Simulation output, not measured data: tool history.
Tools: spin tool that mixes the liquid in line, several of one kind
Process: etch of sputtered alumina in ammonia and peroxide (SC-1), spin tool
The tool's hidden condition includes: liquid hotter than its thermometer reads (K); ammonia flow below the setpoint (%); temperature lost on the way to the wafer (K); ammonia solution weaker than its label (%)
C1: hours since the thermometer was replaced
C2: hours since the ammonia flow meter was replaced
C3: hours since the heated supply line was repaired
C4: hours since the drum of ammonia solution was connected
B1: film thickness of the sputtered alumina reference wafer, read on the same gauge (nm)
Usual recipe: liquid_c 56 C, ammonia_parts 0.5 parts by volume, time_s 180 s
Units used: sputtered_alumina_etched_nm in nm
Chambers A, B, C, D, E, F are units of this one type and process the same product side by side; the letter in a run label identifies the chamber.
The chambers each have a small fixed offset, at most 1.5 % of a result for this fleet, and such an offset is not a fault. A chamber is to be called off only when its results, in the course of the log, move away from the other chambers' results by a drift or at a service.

run 1F hour=5.4 | liquid_c=56 ammonia_parts=0.5 time_s=180 | C1=1956.3 C2=143.3 C3=130.6 C4=796.5 | B1=110.02 | sputtered_alumina_etched_nm=7.2335
run 2B hour=9.2 | liquid_c=56 ammonia_parts=0.5 time_s=180 | C1=274.9 C2=196.1 C3=56.7 C4=31.3 | B1=110 | sputtered_alumina_etched_nm=7.3268
run 3A hour=11.7 | liquid_c=56 ammonia_parts=0.5 time_s=180 | C1=88.2 C2=652.9 C3=63 C4=216.6 | B1=110 | sputtered_alumina_etched_nm=7.2013
run 4D hour=14.6 | liquid_c=56 ammonia_parts=0.5 time_s=180 | C1=1102.2 C2=1572.5 C3=3356.3 C4=654.1 | B1=110.05 | sputtered_alumina_etched_nm=7.1809
-- hour=17.2 chamber C: thermometer replaced
run 5E hour=18.9 | liquid_c=56 ammonia_parts=0.5 time_s=180 | C1=1258.4 C2=428.4 C3=796.6 C4=84.9 | B1=110.04 | sputtered_alumina_etched_nm=7.1152
run 6C hour=24.4 | liquid_c=56 ammonia_parts=0.5 time_s=180 | C1=7.2 C2=963.4 C3=351.3 C4=279.8 | B1=110.02 | sputtered_alumina_etched_nm=7.1687
run 7E hour=27.2 | liquid_c=56 ammonia_parts=0.5 time_s=180 | C1=1266.7 C2=436.7 C3=804.9 C4=93.2 | B1=109.99 | sputtered_alumina_etched_nm=7.1981
run 8D hour=31 | liquid_c=56 ammonia_parts=0.5 time_s=180 | C1=1118.6 C2=1588.9 C3=3372.7 C4=670.5 | B1=110 | sputtered_alumina_etched_nm=7.1471
run 9A hour=33.7 | liquid_c=56 ammonia_parts=0.5 time_s=180 | C1=110.2 C2=674.9 C3=85 C4=238.6 | B1=110.03 | sputtered_alumina_etched_nm=7.1448
run 10B hour=37.8 | liquid_c=56 ammonia_parts=0.5 time_s=180 | C1=303.5 C2=224.7 C3=85.3 C4=59.9 | B1=110.03 | sputtered_alumina_etched_nm=7.2651
run 11F hour=40.9 | liquid_c=56 ammonia_parts=0.5 time_s=120 | C1=1991.8 C2=178.8 C3=166.1 C4=832 | B1=109.96 | sputtered_alumina_etched_nm=4.8158
run 12C hour=46.4 | liquid_c=56 ammonia_parts=0.5 time_s=120 | C1=29.2 C2=985.4 C3=373.3 C4=301.8 | B1=110.03 | sputtered_alumina_etched_nm=4.7596
run 13C hour=50.5 | liquid_c=56 ammonia_parts=0.5 time_s=120 | C1=33.3 C2=989.5 C3=377.4 C4=305.9 | B1=109.98 | sputtered_alumina_etched_nm=4.7497
run 14E hour=54.9 | liquid_c=56 ammonia_parts=0.5 time_s=120 | C1=1294.4 C2=464.4 C3=832.6 C4=120.9 | B1=110.03 | sputtered_alumina_etched_nm=4.7528
run 15D hour=59.3 | liquid_c=56 ammonia_parts=0.5 time_s=120 | C1=1146.9 C2=1617.2 C3=3401 C4=698.8 | B1=110.01 | sputtered_alumina_etched_nm=4.7519
run 16A hour=62.7 | liquid_c=56 ammonia_parts=0.5 time_s=120 | C1=139.2 C2=703.9 C3=114 C4=267.6 | B1=109.97 | sputtered_alumina_etched_nm=4.7643
run 17B hour=66 | liquid_c=65 ammonia_parts=0.7 time_s=180 | C1=331.7 C2=252.9 C3=113.5 C4=88.1 | B1=109.96 | sputtered_alumina_etched_nm=11.939
run 18F hour=70.9 | liquid_c=65 ammonia_parts=0.7 time_s=180 | C1=2021.8 C2=208.8 C3=196.1 C4=862 | B1=110.04 | sputtered_alumina_etched_nm=11.813
run 19C hour=76.8 | liquid_c=65 ammonia_parts=0.7 time_s=180 | C1=59.6 C2=1015.8 C3=403.7 C4=332.2 | B1=110.04 | sputtered_alumina_etched_nm=11.714
run 20D hour=80.6 | liquid_c=65 ammonia_parts=0.7 time_s=180 | C1=1168.2 C2=1638.5 C3=3422.3 C4=720.1 | B1=110.01 | sputtered_alumina_etched_nm=11.807
run 21A hour=86.4 | liquid_c=65 ammonia_parts=0.7 time_s=180 | C1=162.9 C2=727.6 C3=137.7 C4=291.3 | B1=109.99 | sputtered_alumina_etched_nm=11.575
-- hour=87.3 chamber F: new drum of ammonia solution connected
run 22F hour=90.4 | liquid_c=65 ammonia_parts=0.7 time_s=180 | C1=2041.3 C2=228.3 C3=215.6 C4=3.2 | B1=110.01 | sputtered_alumina_etched_nm=11.881
run 23E hour=96.2 | liquid_c=56 ammonia_parts=0.5 time_s=180 | C1=1335.7 C2=505.7 C3=873.9 C4=162.2 | B1=110.03 | sputtered_alumina_etched_nm=7.1576
run 24B hour=101.6 | liquid_c=56 ammonia_parts=0.5 time_s=180 | C1=367.3 C2=288.5 C3=149.1 C4=123.7 | B1=110.02 | sputtered_alumina_etched_nm=7.2847
run 25F hour=106.6 | liquid_c=56 ammonia_parts=0.5 time_s=180 | C1=2057.5 C2=244.5 C3=231.8 C4=19.4 | B1=110 | sputtered_alumina_etched_nm=7.2288
-- hour=106.9 chamber F: thermometer replaced
run 26D hour=109.5 | liquid_c=56 ammonia_parts=0.5 time_s=180 | C1=1197.1 C2=1667.4 C3=3451.2 C4=749 | B1=109.96 | sputtered_alumina_etched_nm=7.1267
run 27E hour=112.9 | liquid_c=56 ammonia_parts=0.5 time_s=180 | C1=1352.4 C2=522.4 C3=890.6 C4=178.9 | B1=109.98 | sputtered_alumina_etched_nm=7.1259
run 28C hour=118.4 | liquid_c=56 ammonia_parts=0.5 time_s=180 | C1=101.2 C2=1057.4 C3=445.3 C4=373.8 | B1=110 | sputtered_alumina_etched_nm=7.1724
-- hour=120.7 chamber D: new drum of ammonia solution connected
run 29A hour=124.1 | liquid_c=56 ammonia_parts=0.5 time_s=180 | C1=200.6 C2=765.3 C3=175.4 C4=329 | B1=109.99 | sputtered_alumina_etched_nm=7.1415
run 30B hour=127.8 | liquid_c=56 ammonia_parts=0.5 time_s=180 | C1=393.5 C2=314.7 C3=175.3 C4=149.9 | B1=109.94 | sputtered_alumina_etched_nm=7.2938
run 31B hour=133.3 | liquid_c=56 ammonia_parts=0.5 time_s=180 | C1=399 C2=320.2 C3=180.8 C4=155.4 | B1=110 | sputtered_alumina_etched_nm=7.2672
run 32A hour=138.3 | liquid_c=56 ammonia_parts=0.3 time_s=180 | C1=214.8 C2=779.5 C3=189.6 C4=343.2 | B1=110 | sputtered_alumina_etched_nm=6.8359
run 33C hour=143.8 | liquid_c=56 ammonia_parts=0.3 time_s=180 | C1=126.6 C2=1082.8 C3=470.7 C4=399.2 | B1=110 | sputtered_alumina_etched_nm=6.8165
run 34F hour=147.2 | liquid_c=56 ammonia_parts=0.3 time_s=180 | C1=40.4 C2=285.1 C3=272.4 C4=60 | B1=110.05 | sputtered_alumina_etched_nm=6.8755
run 35E hour=150.6 | liquid_c=56 ammonia_parts=0.3 time_s=180 | C1=1390.1 C2=560.1 C3=928.3 C4=216.6 | B1=109.99 | sputtered_alumina_etched_nm=6.7926
run 36D hour=154.1 | liquid_c=56 ammonia_parts=0.3 time_s=180 | C1=1241.7 C2=1712 C3=3495.8 C4=33.4 | B1=110 | sputtered_alumina_etched_nm=6.7725
run 37D hour=158.2 | liquid_c=56 ammonia_parts=0.3 time_s=180 | C1=1245.8 C2=1716.1 C3=3499.9 C4=37.5 | B1=110.02 | sputtered_alumina_etched_nm=6.7939
run 38A hour=164 | liquid_c=56 ammonia_parts=0.5 time_s=180 | C1=240.5 C2=805.2 C3=215.3 C4=368.9 | B1=109.96 | sputtered_alumina_etched_nm=7.1737

What goes on in this fleet: one chamber off, a drifting gauge, or nothing beyond the chambers' own small offsets? Name the chamber and the cause, if any.

The fleet is healthy, with each chamber sitting at its usual small offset and no drift in the gauge.

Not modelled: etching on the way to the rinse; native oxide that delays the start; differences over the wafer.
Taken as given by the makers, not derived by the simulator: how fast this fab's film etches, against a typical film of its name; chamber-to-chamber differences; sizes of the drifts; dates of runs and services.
